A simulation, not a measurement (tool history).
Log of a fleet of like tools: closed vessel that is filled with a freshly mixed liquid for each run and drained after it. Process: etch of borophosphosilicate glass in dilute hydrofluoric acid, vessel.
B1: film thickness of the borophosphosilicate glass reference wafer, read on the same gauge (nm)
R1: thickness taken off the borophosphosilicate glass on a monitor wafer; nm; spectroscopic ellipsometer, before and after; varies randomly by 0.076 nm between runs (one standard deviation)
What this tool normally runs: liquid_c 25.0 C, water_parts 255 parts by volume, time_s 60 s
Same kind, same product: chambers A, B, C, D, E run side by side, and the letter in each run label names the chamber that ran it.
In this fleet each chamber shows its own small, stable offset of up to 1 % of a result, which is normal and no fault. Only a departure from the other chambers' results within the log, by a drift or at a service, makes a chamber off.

{"run": "1B", "hour": 8.1, "liquid_c": 25.0, "water_parts": 255, "time_s": 60, "B1": 39.989, "R1": 8.109}
{"run": "2D", "hour": 15.7, "liquid_c": 25.0, "water_parts": 255, "time_s": 60, "B1": 40.017, "R1": 8.1281}
{"run": "3A", "hour": 30.2, "liquid_c": 25.0, "water_parts": 255, "time_s": 60, "B1": 39.991, "R1": 7.9313}
{"hour": 36.6, "done": "chamber E: hydrofluoric acid flow meter replaced"}
{"run": "4C", "hour": 38.1, "liquid_c": 25.0, "water_parts": 255, "time_s": 60, "B1": 40.014, "R1": 7.8295}
{"run": "5E", "hour": 51.2, "liquid_c": 30.0, "water_parts": 375, "time_s": 60, "B1": 40.008, "R1": 5.6149}
{"run": "6A", "hour": 59.4, "liquid_c": 30.0, "water_parts": 375, "time_s": 60, "B1": 40.014, "R1": 5.6506}
{"run": "7B", "hour": 69.8, "liquid_c": 30.0, "water_parts": 375, "time_s": 60, "B1": 40.017, "R1": 5.6376}
{"run": "8C", "hour": 76.3, "liquid_c": 30.0, "water_parts": 375, "time_s": 60, "B1": 39.982, "R1": 5.6436}
{"run": "9E", "hour": 87.3, "liquid_c": 30.0, "water_parts": 375, "time_s": 60, "B1": 40.03, "R1": 5.5877}
{"run": "10D", "hour": 99.4, "liquid_c": 25.0, "water_parts": 255, "time_s": 60, "B1": 40.03, "R1": 8.0613}
{"run": "11B", "hour": 112.6, "liquid_c": 25.0, "water_parts": 255, "time_s": 60, "B1": 40.021, "R1": 8.1936}
{"run": "12D", "hour": 124.1, "liquid_c": 25.0, "water_parts": 255, "time_s": 60, "B1": 39.979, "R1": 7.9187}
{"run": "13A", "hour": 132.0, "liquid_c": 22.5, "water_parts": 255, "time_s": 60, "B1": 39.998, "R1": 7.2664}
{"run": "14E", "hour": 142.6, "liquid_c": 22.5, "water_parts": 255, "time_s": 60, "B1": 40.025, "R1": 7.2808}
{"run": "15C", "hour": 157.2, "liquid_c": 22.5, "water_parts": 255, "time_s": 60, "B1": 40.003, "R1": 7.1074}
{"run": "16D", "hour": 171.5, "liquid_c": 22.5, "water_parts": 255, "time_s": 60, "B1": 40.008, "R1": 7.2858}
{"run": "17E", "hour": 182.7, "liquid_c": 22.5, "water_parts": 255, "time_s": 60, "B1": 40.01, "R1": 7.2297}
{"hour": 192.4, "done": "chamber D: thermometer replaced"}
{"run": "18B", "hour": 192.4, "liquid_c": 25.0, "water_parts": 255, "time_s": 60, "B1": 39.953, "R1": 8.0512}
{"run": "19A", "hour": 200.8, "liquid_c": 25.0, "water_parts": 255, "time_s": 60, "B1": 39.957, "R1": 8.1112}
{"run": "20C", "hour": 207.5, "liquid_c": 25.0, "water_parts": 255, "time_s": 90, "B1": 39.986, "R1": 11.203}
{"run": "21C", "hour": 216.6, "liquid_c": 25.0, "water_parts": 255, "time_s": 90, "B1": 39.981, "R1": 11.413}
{"hour": 224.5, "done": "chamber E: thermometer replaced"}
{"run": "22E", "hour": 227.9, "liquid_c": 25.0, "water_parts": 255, "time_s": 90, "B1": 40.0, "R1": 12.107}
{"run": "23B", "hour": 237.2, "liquid_c": 25.0, "water_parts": 255, "time_s": 90, "B1": 40.008, "R1": 12.163}
{"run": "24D", "hour": 244.9, "liquid_c": 25.0, "water_parts": 255, "time_s": 90, "B1": 40.017, "R1": 12.17}
{"hour": 247.4, "done": "chamber B: hydrofluoric acid flow meter replaced"}
{"run": "25A", "hour": 252.5, "liquid_c": 29.5, "water_parts": 305, "time_s": 60, "B1": 39.992, "R1": 7.3274}
{"run": "26B", "hour": 266.3, "liquid_c": 29.5, "water_parts": 305, "time_s": 60, "B1": 40.026, "R1": 7.5274}
{"run": "27E", "hour": 278.9, "liquid_c": 29.5, "water_parts": 305, "time_s": 60, "B1": 40.028, "R1": 7.353}
{"run": "28A", "hour": 285.9, "liquid_c": 29.5, "water_parts": 305, "time_s": 60, "B1": 39.982, "R1": 7.3518}
{"run": "29D", "hour": 296.3, "liquid_c": 29.5, "water_parts": 305, "time_s": 60, "B1": 39.969, "R1": 7.5622}
{"run": "30C", "hour": 303.0, "liquid_c": 25.0, "water_parts": 255, "time_s": 60, "B1": 40.011, "R1": 7.2102}

Predict what each chamber gives when all 5 of them run the settings below next.
{"run": "31A", "hour": 313.5, "liquid_c": 25.0, "water_parts": 255, "time_s": 60, "R1": "?"}
{"run": "31B", "hour": 313.5, "liquid_c": 25.0, "water_parts": 255, "time_s": 60, "R1": "?"}
{"run": "31C", "hour": 313.5, "liquid_c": 25.0, "water_parts": 255, "time_s": 60, "R1": "?"}
{"run": "31D", "hour": 313.5, "liquid_c": 25.0, "water_parts": 255, "time_s": 60, "R1": "?"}
{"run": "31E", "hour": 313.5, "liquid_c": 25.0, "water_parts": 255, "time_s": 60, "R1": "?"}

run=31A R1=7.9424
run=31B R1=8.0554
run=31C R1=7.1171
run=31D R1=8.0567
run=31E R1=7.9636
